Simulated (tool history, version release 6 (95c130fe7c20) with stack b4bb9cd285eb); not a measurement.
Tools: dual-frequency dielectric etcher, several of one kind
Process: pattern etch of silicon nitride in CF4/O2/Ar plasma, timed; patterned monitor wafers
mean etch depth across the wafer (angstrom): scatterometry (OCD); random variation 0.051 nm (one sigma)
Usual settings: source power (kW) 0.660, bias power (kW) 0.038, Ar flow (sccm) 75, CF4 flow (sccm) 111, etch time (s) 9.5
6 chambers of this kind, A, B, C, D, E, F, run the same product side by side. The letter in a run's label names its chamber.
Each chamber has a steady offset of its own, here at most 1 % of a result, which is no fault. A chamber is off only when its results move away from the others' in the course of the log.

run	day	source power (kW)	bias power (kW)	Ar flow (sccm)	CF4 flow (sccm)	etch time (s)	read-back reference wafer on the same gauge, depth_nm	mean etch depth across the wafer (angstrom)
1B	0.638	0.660	0.038	75	111	9.5	21.998	219.94
# day 1.183: chamber E: wet clean of the chamber
2A	1.233	0.660	0.038	75	111	9.5	21.982	220.16
3E	1.546	0.660	0.038	75	111	9.5	21.993	220.09
4C	1.862	0.660	0.038	75	111	9.5	22.005	219.81
5F	2.425	0.660	0.038	75	111	9.5	21.996	219.39
6D	2.754	0.660	0.038	75	85	9.5	21.995	213.19
7B	3.283	0.660	0.038	75	85	9.5	22.008	212.46
# day 3.475: chamber C: bias power generator calibrated
8D	3.617	0.660	0.038	75	85	9.5	22.003	212.06
9C	4.117	0.660	0.038	75	85	9.5	22.006	213.65
10A	4.458	0.660	0.038	75	85	9.5	21.994	211.63
11E	4.900	0.660	0.038	75	85	9.5	22.010	212.45
12F	5.392	0.660	0.038	75	111	9.5	21.997	220.19
13F	5.917	0.660	0.038	75	111	9.5	22.002	220.91
14C	6.267	0.660	0.038	75	111	9.5	22.004	221.15
15E	6.679	0.660	0.038	75	111	9.5	21.994	220.51
# day 6.946: chamber A: Ar flow controller replaced
16B	7.179	0.660	0.038	88	111	12.0	21.988	272.13
# day 7.196: chamber A: wet clean of the chamber
17D	7.475	0.660	0.038	88	111	12.0	22.012	271.85
18A	7.962	0.660	0.038	88	111	12.0	21.998	273.53
19E	8.525	0.660	0.038	88	111	12.0	21.994	272.83
# day 8.596: chamber D: Ar flow controller replaced
20B	9.029	0.660	0.038	88	111	12.0	21.994	273.68
21D	9.450	0.660	0.038	88	111	12.0	22.000	272.79
22F	9.779	0.660	0.038	75	111	9.5	21.984	218.86
23C	10.262	0.660	0.038	75	111	9.5	21.995	221.32
# day 10.512: chamber F: wet clean of the chamber
24A	10.654	0.660	0.038	75	111	9.5	22.008	219.41
25F	10.942	0.660	0.038	66	111	8.0	21.997	187.79
26C	11.404	0.660	0.038	66	111	8.0	21.993	188.73
27E	11.971	0.660	0.038	66	111	8.0	21.995	188.92
28A	12.333	0.660	0.038	66	111	8.0	22.003	187.56
29B	12.679	0.660	0.038	66	111	8.0	21.993	187.89
30D	12.975	0.660	0.038	66	111	8.0	22.009	187.70
31E	13.379	0.660	0.038	75	111	9.5	22.009	219.03
32D	13.800	0.660	0.038	75	111	9.5	21.998	219.52
33A	14.100	0.660	0.038	75	111	9.5	22.011	218.84
# day 14.292: chamber D: wet clean of the chamber
34C	14.583	0.660	0.044	60	111	9.5	22.009	236.65
# day 14.938: chamber F: source power generator calibrated
35B	15.062	0.660	0.044	60	111	9.5	21.999	236.01
36F	15.383	0.660	0.044	60	111	9.5	21.993	236.79
37D	15.983	0.660	0.044	60	111	9.5	21.991	236.38

Next, every chamber runs the same settings. What will each give?
38A	16.450	0.660	0.038	75	111	9.5		?
38B	16.450	0.660	0.038	75	111	9.5		?
38C	16.450	0.660	0.038	75	111	9.5		?
38D	16.450	0.660	0.038	75	111	9.5		?
38E	16.450	0.660	0.038	75	111	9.5		?
38F	16.450	0.660	0.038	75	111	9.5		?

run	mean etch depth across the wafer (angstrom)
38A	220.85
38B	219.74
38C	221.96
38D	219.80
38E	219.52
38F	220.00

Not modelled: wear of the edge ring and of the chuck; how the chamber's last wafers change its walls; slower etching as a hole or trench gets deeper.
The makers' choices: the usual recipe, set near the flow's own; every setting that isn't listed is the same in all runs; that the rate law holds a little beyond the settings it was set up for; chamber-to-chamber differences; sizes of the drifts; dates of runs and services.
